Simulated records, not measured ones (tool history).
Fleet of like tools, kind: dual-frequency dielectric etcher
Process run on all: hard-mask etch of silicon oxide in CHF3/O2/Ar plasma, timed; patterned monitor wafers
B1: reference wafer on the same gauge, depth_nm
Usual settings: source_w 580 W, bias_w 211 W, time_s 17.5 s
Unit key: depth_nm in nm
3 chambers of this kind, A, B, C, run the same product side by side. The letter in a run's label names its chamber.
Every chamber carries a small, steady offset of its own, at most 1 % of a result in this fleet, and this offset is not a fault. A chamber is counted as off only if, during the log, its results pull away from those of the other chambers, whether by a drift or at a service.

Run 1A, hour 4.4: usual settings; B1 41.404. Result: depth_nm 35.706 nm.
Run 2B, hour 11.7: usual settings; B1 41.378. Result: depth_nm 36.108 nm.
Run 3C, hour 14.9: usual settings; B1 41.405. Result: depth_nm 35.597 nm.
Run 4C, hour 19.2: usual settings; B1 41.379. Result: depth_nm 35.674 nm.
Run 5B, hour 25.0: usual settings; B1 41.434. Result: depth_nm 36.194 nm.
Run 6A, hour 31.5: usual settings; B1 41.372. Result: depth_nm 35.806 nm.
Run 7A, hour 37.2: usual settings; B1 41.396. Result: depth_nm 35.567 nm.
Run 8B, hour 43.1: usual settings; B1 41.399. Result: depth_nm 36.102 nm.
Run 9C, hour 49.7: usual settings; B1 41.411. Result: depth_nm 35.680 nm.
Run 10C, hour 54.4: usual settings; B1 41.415. Result: depth_nm 35.675 nm.
Run 11B, hour 59.5: usual settings; B1 41.424. Result: depth_nm 36.222 nm.
At hour 63.3: chamber C: wet clean of the chamber.
Run 12A, hour 65.5: usual settings; B1 41.420. Result: depth_nm 35.777 nm.
Run 13B, hour 72.4: usual settings; B1 41.411. Result: depth_nm 36.192 nm.
Run 14C, hour 75.9: usual settings; B1 41.421. Result: depth_nm 34.345 nm.
Run 15A, hour 80.3: usual settings; B1 41.410. Result: depth_nm 35.743 nm.
Run 16B, hour 86.4: usual settings; B1 41.389. Result: depth_nm 36.092 nm.
Run 17A, hour 91.8: usual settings; B1 41.404. Result: depth_nm 35.866 nm.
Run 18C, hour 97.8: usual settings; B1 41.409. Result: depth_nm 34.163 nm.
Run 19C, hour 102.5: usual settings; B1 41.376. Result: depth_nm 34.296 nm.
Run 20B, hour 109.7: usual settings; B1 41.403. Result: depth_nm 35.969 nm.
Run 21A, hour 115.8: usual settings; B1 41.386. Result: depth_nm 35.811 nm.
Run 22A, hour 122.6: usual settings; B1 41.373. Result: depth_nm 35.982 nm.
Run 23C, hour 129.6: usual settings; B1 41.409. Result: depth_nm 34.417 nm.
Run 24B, hour 134.7: usual settings but bias_w 239 W, time_s 14.5 s; B1 41.378. Result: depth_nm 31.163 nm.
Run 25C, hour 137.9: usual settings but bias_w 239 W, time_s 14.5 s; B1 41.399. Result: depth_nm 29.622 nm.
Run 26A, hour 144.8: usual settings but bias_w 239 W, time_s 14.5 s; B1 41.405. Result: depth_nm 31.024 nm.
Run 27B, hour 148.4: usual settings; B1 41.391. Result: depth_nm 35.994 nm.
Run 28B, hour 155.6: usual settings; B1 41.395. Result: depth_nm 35.903 nm.
Run 29C, hour 159.1: usual settings; B1 41.407. Result: depth_nm 34.089 nm.

All chambers now run identical settings, listed one chamber a line with results as question marks. What results will each chamber show?
Run 30A, hour 164.4: usual settings but time_s 13.0 s. Result: depth_nm ?.
Run 30B, hour 164.4: usual settings but time_s 13.0 s. Result: depth_nm ?.
Run 30C, hour 164.4: usual settings but time_s 13.0 s. Result: depth_nm ?.

run  depth_nm
30A    26.686
30B    26.915
30C    25.580

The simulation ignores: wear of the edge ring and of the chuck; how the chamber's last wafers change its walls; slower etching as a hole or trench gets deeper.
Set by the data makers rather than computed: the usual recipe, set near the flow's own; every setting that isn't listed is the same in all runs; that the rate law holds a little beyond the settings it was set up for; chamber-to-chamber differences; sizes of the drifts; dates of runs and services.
